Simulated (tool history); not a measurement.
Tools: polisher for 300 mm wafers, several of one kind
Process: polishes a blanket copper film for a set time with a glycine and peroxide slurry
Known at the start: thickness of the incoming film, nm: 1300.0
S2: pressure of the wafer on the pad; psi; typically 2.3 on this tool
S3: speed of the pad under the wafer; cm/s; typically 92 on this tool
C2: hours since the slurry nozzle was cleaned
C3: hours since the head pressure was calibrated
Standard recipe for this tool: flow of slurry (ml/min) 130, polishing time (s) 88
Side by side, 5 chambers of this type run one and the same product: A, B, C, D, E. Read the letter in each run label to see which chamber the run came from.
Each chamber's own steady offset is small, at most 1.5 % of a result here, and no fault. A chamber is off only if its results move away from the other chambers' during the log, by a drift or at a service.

run 1C hour=6.4 | flow_of_slurry_(ml/min)=130 S2=2.3 S3=92 polishing_time_(s)=88 | wafers_polished_on_this_pad=480 C2=75.8 C3=159.5 | film_removed_(nm)=320.29
run 2E hour=16.3 | flow_of_slurry_(ml/min)=130 S2=2.3 S3=92 polishing_time_(s)=88 | wafers_polished_on_this_pad=437 C2=311 C3=181.8 | film_removed_(nm)=322.56
run 3D hour=29.8 | flow_of_slurry_(ml/min)=130 S2=2.3 S3=92 polishing_time_(s)=88 | wafers_polished_on_this_pad=770 C2=627.5 C3=201.2 | film_removed_(nm)=324.03
-- hour=30.4 chamber E: worn pad replaced by a new one
-- hour=36.7 chamber D: worn pad replaced by a new one
run 4A hour=37.4 | flow_of_slurry_(ml/min)=130 S2=2.3 S3=92 polishing_time_(s)=88 | wafers_polished_on_this_pad=589 C2=567.5 C3=326.4 | film_removed_(nm)=319.49
-- hour=43.2 chamber E: slurry nozzle cleaned
run 5B hour=45.5 | flow_of_slurry_(ml/min)=130 S2=2.3 S3=92 polishing_time_(s)=88 | wafers_polished_on_this_pad=452 C2=647.2 C3=1331.8 | film_removed_(nm)=322.58
run 6B hour=52 | flow_of_slurry_(ml/min)=130 S2=2.3 S3=92 polishing_time_(s)=88 | wafers_polished_on_this_pad=508 C2=653.7 C3=1338.3 | film_removed_(nm)=323.96
run 7E hour=58.2 | flow_of_slurry_(ml/min)=130 S2=2.3 S3=92 polishing_time_(s)=88 | wafers_polished_on_this_pad=240 C2=15.1 C3=223.7 | film_removed_(nm)=320.34
run 8C hour=70 | flow_of_slurry_(ml/min)=150 S2=2.3 S3=82 polishing_time_(s)=88 | wafers_polished_on_this_pad=1030 C2=139.4 C3=223.1 | film_removed_(nm)=301.45
run 9D hour=81.6 | flow_of_slurry_(ml/min)=150 S2=2.3 S3=82 polishing_time_(s)=88 | wafers_polished_on_this_pad=388 C2=679.3 C3=253 | film_removed_(nm)=308.03
run 10A hour=92.1 | flow_of_slurry_(ml/min)=150 S2=2.3 S3=82 polishing_time_(s)=88 | wafers_polished_on_this_pad=1062 C2=622.2 C3=381.1 | film_removed_(nm)=305.25
-- hour=99.6 chamber D: slurry nozzle cleaned
-- hour=101.6 chamber A: slurry nozzle cleaned
run 11B hour=103.5 | flow_of_slurry_(ml/min)=150 S2=2.3 S3=82 polishing_time_(s)=88 | wafers_polished_on_this_pad=954 C2=705.2 C3=1389.8 | film_removed_(nm)=309.79
-- hour=104.5 chamber E: worn pad replaced by a new one
-- hour=107.9 chamber C: slurry nozzle cleaned
run 12A hour=113.7 | flow_of_slurry_(ml/min)=150 S2=2.3 S3=82 polishing_time_(s)=88 | wafers_polished_on_this_pad=1249 C2=12.2 C3=402.7 | film_removed_(nm)=310.14
-- hour=113.8 chamber D: worn pad replaced by a new one
run 13E hour=121.7 | flow_of_slurry_(ml/min)=130 S2=2.3 S3=92 polishing_time_(s)=88 | wafers_polished_on_this_pad=149 C2=78.6 C3=287.2 | film_removed_(nm)=324.72
-- hour=124 chamber A: worn pad replaced by a new one
-- hour=124.4 chamber B: worn pad replaced by a new one
-- hour=132.3 chamber B: slurry nozzle cleaned
run 14D hour=133.9 | flow_of_slurry_(ml/min)=130 S2=2.3 S3=92 polishing_time_(s)=88 | wafers_polished_on_this_pad=174 C2=34.3 C3=305.3 | film_removed_(nm)=320.5
-- hour=136.5 chamber B: head pressure recalibrated
run 15C hour=141.9 | flow_of_slurry_(ml/min)=130 S2=2.3 S3=92 polishing_time_(s)=88 | wafers_polished_on_this_pad=1651 C2=34 C3=295 | film_removed_(nm)=327.79
run 16C hour=151.5 | flow_of_slurry_(ml/min)=130 S2=2.3 S3=92 polishing_time_(s)=88 | wafers_polished_on_this_pad=1734 C2=43.6 C3=304.6 | film_removed_(nm)=318.27
run 17A hour=164.6 | flow_of_slurry_(ml/min)=130 S2=2.3 S3=92 polishing_time_(s)=88 | wafers_polished_on_this_pad=351 C2=63.1 C3=453.6 | film_removed_(nm)=326.44
run 18B hour=172.5 | flow_of_slurry_(ml/min)=130 S2=2.3 S3=92 polishing_time_(s)=88 | wafers_polished_on_this_pad=416 C2=40.2 C3=36.1 | film_removed_(nm)=324.61
-- hour=185.2 chamber E: worn pad replaced by a new one
run 19E hour=185.9 | flow_of_slurry_(ml/min)=130 S2=2.3 S3=92 polishing_time_(s)=88 | wafers_polished_on_this_pad=6 C2=142.8 C3=351.4 | film_removed_(nm)=318.23
-- hour=194.3 chamber D: worn pad replaced by a new one
run 20D hour=199 | flow_of_slurry_(ml/min)=130 S2=2.3 S3=92 polishing_time_(s)=88 | wafers_polished_on_this_pad=40 C2=99.4 C3=370.4 | film_removed_(nm)=328.3
run 21B hour=206.2 | flow_of_slurry_(ml/min)=130 S2=2.3 S3=92 polishing_time_(s)=88 | wafers_polished_on_this_pad=707 C2=73.9 C3=69.8 | film_removed_(nm)=326.66
-- hour=208.4 chamber A: head pressure recalibrated
run 22A hour=213.9 | flow_of_slurry_(ml/min)=130 S2=2.3 S3=92 polishing_time_(s)=88 | wafers_polished_on_this_pad=778 C2=112.4 C3=5.6 | film_removed_(nm)=323.77
run 23C hour=223.7 | flow_of_slurry_(ml/min)=130 S2=2.9 S3=92 polishing_time_(s)=88 | wafers_polished_on_this_pad=2359 C2=115.8 C3=376.8 | film_removed_(nm)=388.43
run 24D hour=235.6 | flow_of_slurry_(ml/min)=130 S2=2.9 S3=92 polishing_time_(s)=88 | wafers_polished_on_this_pad=357 C2=136 C3=407 | film_removed_(nm)=385.22
-- hour=239 chamber E: head pressure recalibrated
run 25E hour=243.6 | flow_of_slurry_(ml/min)=130 S2=2.9 S3=92 polishing_time_(s)=88 | wafers_polished_on_this_pad=505 C2=200.5 C3=4.7 | film_removed_(nm)=392.99
-- hour=252.6 chamber E: worn pad replaced by a new one
run 26A hour=254.3 | flow_of_slurry_(ml/min)=130 S2=2.9 S3=92 polishing_time_(s)=88 | wafers_polished_on_this_pad=1127 C2=152.8 C3=46 | film_removed_(nm)=387.73
run 27E hour=264.6 | flow_of_slurry_(ml/min)=130 S2=2.9 S3=92 polishing_time_(s)=88 | wafers_polished_on_this_pad=104 C2=221.5 C3=25.7 | film_removed_(nm)=393.79
-- hour=274.3 chamber A: worn pad replaced by a new one
run 28D hour=277.1 | flow_of_slurry_(ml/min)=130 S2=2.3 S3=92 polishing_time_(s)=88 | wafers_polished_on_this_pad=716 C2=177.5 C3=448.5 | film_removed_(nm)=328.13
-- hour=280.6 chamber D: worn pad replaced by a new one
-- hour=283.2 chamber B: worn pad replaced by a new one
run 29C hour=283.8 | flow_of_slurry_(ml/min)=130 S2=2.3 S3=92 polishing_time_(s)=88 | wafers_polished_on_this_pad=2879 C2=175.9 C3=436.9 | film_removed_(nm)=311.5
run 30B hour=293.3 | flow_of_slurry_(ml/min)=130 S2=2.3 S3=92 polishing_time_(s)=88 | wafers_polished_on_this_pad=87 C2=161 C3=156.9 | film_removed_(nm)=325.4
run 31A hour=305.4 | flow_of_slurry_(ml/min)=130 S2=2.3 S3=92 polishing_time_(s)=88 | wafers_polished_on_this_pad=269 C2=203.9 C3=97.1 | film_removed_(nm)=326.93
run 32C hour=319.3 | flow_of_slurry_(ml/min)=130 S2=2.3 S3=92 polishing_time_(s)=88 | wafers_polished_on_this_pad=3186 C2=211.4 C3=472.4 | film_removed_(nm)=307.61
-- hour=323.2 chamber E: worn pad replaced by a new one
run 33E hour=328.5 | flow_of_slurry_(ml/min)=130 S2=2.3 S3=92 polishing_time_(s)=88 | wafers_polished_on_this_pad=46 C2=285.4 C3=89.6 | film_removed_(nm)=323.35
run 34B hour=340.7 | flow_of_slurry_(ml/min)=100 S2=2.3 S3=68 polishing_time_(s)=88 | wafers_polished_on_this_pad=497 C2=208.4 C3=204.3 | film_removed_(nm)=245.31
run 35D hour=351 | flow_of_slurry_(ml/min)=100 S2=2.3 S3=68 polishing_time_(s)=88 | wafers_polished_on_this_pad=609 C2=251.4 C3=522.4 | film_removed_(nm)=244.15

For the next run the whole fleet of 5 chambers uses the same settings. Give each chamber's results:
run 36A hour=361 | flow_of_slurry_(ml/min)=100 S2=2.3 S3=92 polishing_time_(s)=88 | film_removed_(nm)=?
run 36B hour=361 | flow_of_slurry_(ml/min)=100 S2=2.3 S3=92 polishing_time_(s)=88 | film_removed_(nm)=?
run 36C hour=361 | flow_of_slurry_(ml/min)=100 S2=2.3 S3=92 polishing_time_(s)=88 | film_removed_(nm)=?
run 36D hour=361 | flow_of_slurry_(ml/min)=100 S2=2.3 S3=92 polishing_time_(s)=88 | film_removed_(nm)=?
run 36E hour=361 | flow_of_slurry_(ml/min)=100 S2=2.3 S3=92 polishing_time_(s)=88 | film_removed_(nm)=?

run=36A film_removed_(nm)=306.1
run=36B film_removed_(nm)=300.81
run=36C film_removed_(nm)=291.36
run=36D film_removed_(nm)=303.41
run=36E film_removed_(nm)=305.34
